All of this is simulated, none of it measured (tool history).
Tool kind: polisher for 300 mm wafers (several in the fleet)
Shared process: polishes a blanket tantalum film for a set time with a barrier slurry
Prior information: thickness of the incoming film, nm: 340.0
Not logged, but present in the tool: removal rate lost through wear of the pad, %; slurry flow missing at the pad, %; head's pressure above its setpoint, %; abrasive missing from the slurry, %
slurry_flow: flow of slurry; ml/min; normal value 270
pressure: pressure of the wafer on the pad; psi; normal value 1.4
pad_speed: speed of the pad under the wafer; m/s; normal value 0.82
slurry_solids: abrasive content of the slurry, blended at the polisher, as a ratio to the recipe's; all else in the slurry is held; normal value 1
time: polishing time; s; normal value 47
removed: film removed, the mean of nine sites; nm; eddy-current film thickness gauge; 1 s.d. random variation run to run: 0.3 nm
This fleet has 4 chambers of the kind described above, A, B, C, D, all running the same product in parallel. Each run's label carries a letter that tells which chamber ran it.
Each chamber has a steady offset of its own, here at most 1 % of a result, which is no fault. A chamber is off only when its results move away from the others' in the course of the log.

| run | hour | slurry_flow | pressure | pad_speed | slurry_solids | time | wafers polished on this pad | hours since the slurry nozzle was cleaned | hours since the head pressure was calibrated | hours since the slurry blender was calibrated | removed |
|---|---|---|---|---|---|---|---|---|---|---|---|
|  | 3.3 | chamber B: slurry nozzle cleaned |
|  | 9.1 | chamber C: worn pad replaced by a new one |
| 1B | 10.7 | 270 | 1.4 | 0.82 | 1 | 47 | 400 | 7.4 | 471.2 | 79.5 | 46.371 |
|  | 13.1 | chamber D: worn pad replaced by a new one |
| 2D | 21.9 | 270 | 1.4 | 0.82 | 1 | 47 | 123 | 560.1 | 229.2 | 482.1 | 46.145 |
|  | 30.6 | chamber D: slurry blender recalibrated |
| 3C | 34.9 | 270 | 1.4 | 0.82 | 1 | 47 | 361 | 539.9 | 258.1 | 269.6 | 45.598 |
| 4A | 45.6 | 270 | 1.4 | 0.82 | 1 | 47 | 875 | 273.4 | 111.1 | 58.6 | 45.373 |
|  | 51.9 | chamber B: worn pad replaced by a new one |
|  | 54.5 | chamber A: worn pad replaced by a new one |
| 5D | 55.6 | 270 | 1.4 | 0.82 | 1 | 47 | 594 | 593.8 | 262.9 | 25.1 | 45.292 |
|  | 55.9 | chamber D: slurry nozzle cleaned |
|  | 57.0 | chamber C: worn pad replaced by a new one |
|  | 64.4 | chamber D: worn pad replaced by a new one |
| 6C | 64.8 | 270 | 1.4 | 0.82 | 1 | 47 | 109 | 569.8 | 288.0 | 299.5 | 45.464 |
|  | 72.0 | chamber C: slurry blender recalibrated |
| 7A | 73.9 | 270 | 1.4 | 0.82 | 1 | 47 | 271 | 301.7 | 139.4 | 86.9 | 45.616 |
| 8B | 81.6 | 270 | 1.4 | 0.82 | 1 | 47 | 415 | 78.3 | 542.1 | 150.4 | 46.593 |
| 9C | 88.8 | 270 | 1.9 | 0.82 | 1 | 56 | 444 | 593.8 | 312.0 | 16.9 | 74.483 |
|  | 91.1 | chamber B: slurry blender recalibrated |
| 10D | 99.9 | 270 | 1.9 | 0.82 | 1 | 56 | 496 | 44.1 | 307.2 | 69.4 | 74.856 |
| 11B | 106.8 | 270 | 1.9 | 0.82 | 1 | 56 | 767 | 103.5 | 567.3 | 15.8 | 74.253 |
|  | 111.3 | chamber D: worn pad replaced by a new one |
|  | 114.6 | chamber C: worn pad replaced by a new one |
| 12A | 115.5 | 270 | 1.9 | 0.82 | 1 | 56 | 853 | 343.3 | 181.0 | 128.5 | 73.999 |
|  | 117.5 | chamber A: slurry nozzle cleaned |
|  | 123.4 | chamber A: worn pad replaced by a new one |
| 13C | 123.5 | 270 | 1.4 | 0.82 | 1 | 32 | 124 | 628.5 | 346.7 | 51.6 | 31.980 |
|  | 123.9 | chamber B: worn pad replaced by a new one |
| 14A | 131.4 | 270 | 1.4 | 0.82 | 1 | 32 | 111 | 13.9 | 196.9 | 144.4 | 31.014 |
|  | 135.5 | chamber A: slurry blender recalibrated |
| 15B | 138.9 | 270 | 1.4 | 0.82 | 1 | 32 | 209 | 135.6 | 599.4 | 47.9 | 31.723 |
|  | 141.3 | chamber C: slurry nozzle cleaned |
| 16D | 147.8 | 270 | 1.4 | 0.82 | 1 | 32 | 510 | 92.0 | 355.1 | 117.3 | 31.107 |
|  | 157.7 | chamber D: worn pad replaced by a new one |
| 17B | 159.3 | 270 | 1.4 | 0.82 | 1 | 47 | 494 | 156.0 | 619.8 | 68.3 | 46.366 |
|  | 168.5 | chamber C: worn pad replaced by a new one |
| 18C | 170.4 | 270 | 1.4 | 0.82 | 1 | 47 | 26 | 29.2 | 393.6 | 98.5 | 48.061 |
| 19D | 176.9 | 270 | 1.4 | 0.82 | 1 | 47 | 269 | 121.1 | 384.2 | 146.4 | 46.134 |
| 20A | 185.8 | 270 | 1.4 | 0.54 | 1 | 47 | 871 | 68.3 | 251.3 | 50.4 | 29.963 |
|  | 195.6 | chamber B: worn pad replaced by a new one |
| 21A | 196.8 | 270 | 1.4 | 0.54 | 1 | 47 | 1025 | 79.3 | 262.3 | 61.4 | 30.174 |
|  | 197.1 | chamber A: worn pad replaced by a new one |
|  | 198.6 | chamber D: worn pad replaced by a new one |
| 22D | 206.4 | 270 | 1.4 | 0.54 | 1 | 47 | 109 | 150.6 | 413.7 | 175.9 | 30.480 |
| 23B | 213.9 | 270 | 1.4 | 0.54 | 1 | 47 | 256 | 210.6 | 674.4 | 122.9 | 30.229 |
|  | 216.6 | chamber C: worn pad replaced by a new one |
| 24C | 220.5 | 270 | 1.4 | 0.82 | 1 | 47 | 55 | 79.3 | 443.7 | 148.6 | 49.298 |
|  | 223.0 | chamber B: slurry blender recalibrated |
| 25A | 228.9 | 270 | 1.4 | 0.82 | 1 | 47 | 444 | 111.4 | 294.4 | 93.5 | 45.782 |
| 26B | 239.4 | 340 | 1.9 | 0.82 | 1 | 47 | 613 | 236.1 | 699.9 | 16.4 | 64.324 |

The same settings go to every chamber for the next run, one line per chamber below. Forecast the results for each:
| 27A | 248.8 | 270 | 1.4 | 0.82 | 1 | 47 |  |  |  |  | ? |
| 27B | 248.8 | 270 | 1.4 | 0.82 | 1 | 47 |  |  |  |  | ? |
| 27C | 248.8 | 270 | 1.4 | 0.82 | 1 | 47 |  |  |  |  | ? |
| 27D | 248.8 | 270 | 1.4 | 0.82 | 1 | 47 |  |  |  |  | ? |

| run | removed |
|---|---|
| 27A | 45.316 |
| 27B | 46.051 |
| 27C | 50.157 |
| 27D | 45.727 |
